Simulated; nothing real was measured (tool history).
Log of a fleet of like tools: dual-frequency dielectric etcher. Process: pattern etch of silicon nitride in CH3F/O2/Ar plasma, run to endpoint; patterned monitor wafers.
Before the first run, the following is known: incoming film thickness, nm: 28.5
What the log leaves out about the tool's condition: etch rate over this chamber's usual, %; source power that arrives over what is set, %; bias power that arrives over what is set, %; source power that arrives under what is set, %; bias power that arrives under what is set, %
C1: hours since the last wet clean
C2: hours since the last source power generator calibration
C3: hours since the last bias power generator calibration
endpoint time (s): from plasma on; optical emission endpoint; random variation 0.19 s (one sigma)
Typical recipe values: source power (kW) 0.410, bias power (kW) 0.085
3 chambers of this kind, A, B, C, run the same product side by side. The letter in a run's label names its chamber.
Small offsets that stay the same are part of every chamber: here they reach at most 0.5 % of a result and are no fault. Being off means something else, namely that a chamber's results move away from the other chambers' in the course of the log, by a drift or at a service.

run 1A day=0.183 | source_power_(kW)=0.410 bias_power_(kW)=0.085 | C1=243.4 C2=765.9 C3=2734.3 | endpoint_time_(s)=38.067
run 2B day=0.383 | source_power_(kW)=0.410 bias_power_(kW)=0.085 | C1=235.6 C2=857.7 C3=2808.3 | endpoint_time_(s)=38.461
run 3C day=0.525 | source_power_(kW)=0.410 bias_power_(kW)=0.085 | C1=368.6 C2=178.8 C3=1908.0 | endpoint_time_(s)=38.701
-- day=0.704 chamber C: wet clean of the chamber
run 4B day=0.717 | source_power_(kW)=0.410 bias_power_(kW)=0.085 | C1=243.6 C2=865.7 C3=2816.3 | endpoint_time_(s)=38.571
run 5C day=0.888 | source_power_(kW)=0.410 bias_power_(kW)=0.085 | C1=4.4 C2=187.5 C3=1916.7 | endpoint_time_(s)=38.855
run 6A day=1.004 | source_power_(kW)=0.410 bias_power_(kW)=0.085 | C1=263.1 C2=785.6 C3=2754.0 | endpoint_time_(s)=38.377
run 7B day=1.104 | source_power_(kW)=0.410 bias_power_(kW)=0.085 | C1=252.9 C2=875.0 C3=2825.6 | endpoint_time_(s)=38.270
run 8A day=1.283 | source_power_(kW)=0.410 bias_power_(kW)=0.085 | C1=269.8 C2=792.3 C3=2760.7 | endpoint_time_(s)=38.106
run 9C day=1.454 | source_power_(kW)=0.410 bias_power_(kW)=0.085 | C1=18.0 C2=201.1 C3=1930.3 | endpoint_time_(s)=39.108
run 10A day=1.583 | source_power_(kW)=0.410 bias_power_(kW)=0.085 | C1=277.0 C2=799.5 C3=2767.9 | endpoint_time_(s)=38.440
run 11C day=1.800 | source_power_(kW)=0.410 bias_power_(kW)=0.085 | C1=26.3 C2=209.4 C3=1938.6 | endpoint_time_(s)=38.907
run 12B day=2.004 | source_power_(kW)=0.330 bias_power_(kW)=0.085 | C1=274.5 C2=896.6 C3=2847.2 | endpoint_time_(s)=41.586
run 13A day=2.154 | source_power_(kW)=0.330 bias_power_(kW)=0.085 | C1=290.7 C2=813.2 C3=2781.6 | endpoint_time_(s)=41.447
run 14C day=2.362 | source_power_(kW)=0.330 bias_power_(kW)=0.085 | C1=39.8 C2=222.9 C3=1952.1 | endpoint_time_(s)=42.262
run 15B day=2.462 | source_power_(kW)=0.410 bias_power_(kW)=0.085 | C1=285.5 C2=907.6 C3=2858.2 | endpoint_time_(s)=38.380
run 16B day=2.679 | source_power_(kW)=0.340 bias_power_(kW)=0.068 | C1=290.7 C2=912.8 C3=2863.4 | endpoint_time_(s)=44.651
run 17C day=2.883 | source_power_(kW)=0.340 bias_power_(kW)=0.068 | C1=52.3 C2=235.4 C3=1964.6 | endpoint_time_(s)=45.183
run 18A day=3.083 | source_power_(kW)=0.340 bias_power_(kW)=0.068 | C1=313.0 C2=835.5 C3=2803.9 | endpoint_time_(s)=44.677
run 19A day=3.204 | source_power_(kW)=0.410 bias_power_(kW)=0.085 | C1=315.9 C2=838.4 C3=2806.8 | endpoint_time_(s)=38.178
run 20C day=3.388 | source_power_(kW)=0.470 bias_power_(kW)=0.085 | C1=64.4 C2=247.5 C3=1976.7 | endpoint_time_(s)=36.899
run 21B day=3.500 | source_power_(kW)=0.470 bias_power_(kW)=0.085 | C1=310.4 C2=932.5 C3=2883.1 | endpoint_time_(s)=36.714
run 22C day=3.667 | source_power_(kW)=0.470 bias_power_(kW)=0.085 | C1=71.1 C2=254.2 C3=1983.4 | endpoint_time_(s)=36.598
run 23B day=3.862 | source_power_(kW)=0.410 bias_power_(kW)=0.085 | C1=319.1 C2=941.2 C3=2891.8 | endpoint_time_(s)=38.616
run 24A day=3.971 | source_power_(kW)=0.410 bias_power_(kW)=0.085 | C1=334.3 C2=856.8 C3=2825.2 | endpoint_time_(s)=38.269
run 25C day=4.175 | source_power_(kW)=0.380 bias_power_(kW)=0.070 | C1=83.3 C2=266.4 C3=1995.6 | endpoint_time_(s)=42.530
run 26A day=4.338 | source_power_(kW)=0.380 bias_power_(kW)=0.070 | C1=343.1 C2=865.6 C3=2834.0 | endpoint_time_(s)=42.146
run 27B day=4.467 | source_power_(kW)=0.380 bias_power_(kW)=0.070 | C1=333.6 C2=955.7 C3=2906.3 | endpoint_time_(s)=42.154
run 28C day=4.583 | source_power_(kW)=0.410 bias_power_(kW)=0.085 | C1=93.1 C2=276.2 C3=2005.4 | endpoint_time_(s)=38.780
run 29A day=4.779 | source_power_(kW)=0.410 bias_power_(kW)=0.085 | C1=353.7 C2=876.2 C3=2844.6 | endpoint_time_(s)=38.572
run 30B day=4.908 | source_power_(kW)=0.410 bias_power_(kW)=0.085 | C1=344.2 C2=966.3 C3=2916.9 | endpoint_time_(s)=38.713
run 31A day=5.071 | source_power_(kW)=0.410 bias_power_(kW)=0.085 | C1=360.7 C2=883.2 C3=2851.6 | endpoint_time_(s)=38.087
run 32B day=5.229 | source_power_(kW)=0.410 bias_power_(kW)=0.085 | C1=351.9 C2=974.0 C3=2924.6 | endpoint_time_(s)=38.172
run 33C day=5.367 | source_power_(kW)=0.470 bias_power_(kW)=0.085 | C1=111.9 C2=295.0 C3=2024.2 | endpoint_time_(s)=36.850
run 34A day=5.546 | source_power_(kW)=0.470 bias_power_(kW)=0.085 | C1=372.1 C2=894.6 C3=2863.0 | endpoint_time_(s)=36.912
run 35B day=5.696 | source_power_(kW)=0.470 bias_power_(kW)=0.085 | C1=363.1 C2=985.2 C3=2935.8 | endpoint_time_(s)=36.446
run 36C day=5.846 | source_power_(kW)=0.410 bias_power_(kW)=0.085 | C1=123.4 C2=306.5 C3=2035.7 | endpoint_time_(s)=38.966
run 37C day=5.996 | source_power_(kW)=0.410 bias_power_(kW)=0.085 | C1=127.0 C2=310.1 C3=2039.3 | endpoint_time_(s)=38.683
run 38B day=6.175 | source_power_(kW)=0.410 bias_power_(kW)=0.085 | C1=374.6 C2=996.7 C3=2947.3 | endpoint_time_(s)=38.819
run 39A day=6.371 | source_power_(kW)=0.410 bias_power_(kW)=0.085 | C1=391.9 C2=914.4 C3=2882.8 | endpoint_time_(s)=38.717
run 40C day=6.512 | source_power_(kW)=0.410 bias_power_(kW)=0.085 | C1=139.4 C2=322.5 C3=2051.7 | endpoint_time_(s)=38.654
run 41A day=6.650 | source_power_(kW)=0.410 bias_power_(kW)=0.085 | C1=398.6 C2=921.1 C3=2889.5 | endpoint_time_(s)=38.516
run 42B day=6.829 | source_power_(kW)=0.450 bias_power_(kW)=0.085 | C1=390.3 C2=1012.4 C3=2963.0 | endpoint_time_(s)=37.242
run 43C day=6.933 | source_power_(kW)=0.450 bias_power_(kW)=0.085 | C1=149.5 C2=332.6 C3=2061.8 | endpoint_time_(s)=37.799
run 44A day=7.042 | source_power_(kW)=0.450 bias_power_(kW)=0.085 | C1=408.0 C2=930.5 C3=2898.9 | endpoint_time_(s)=37.054

Read the log: is a single chamber off, either drifting away or since a service, is the gauge that measures every chamber drifting, or is nothing wrong beyond small per-chamber offsets? Name any odd chamber and what most likely caused it.

No chamber is off and the gauge is stable; the differences are just each chamber's small, constant offset.

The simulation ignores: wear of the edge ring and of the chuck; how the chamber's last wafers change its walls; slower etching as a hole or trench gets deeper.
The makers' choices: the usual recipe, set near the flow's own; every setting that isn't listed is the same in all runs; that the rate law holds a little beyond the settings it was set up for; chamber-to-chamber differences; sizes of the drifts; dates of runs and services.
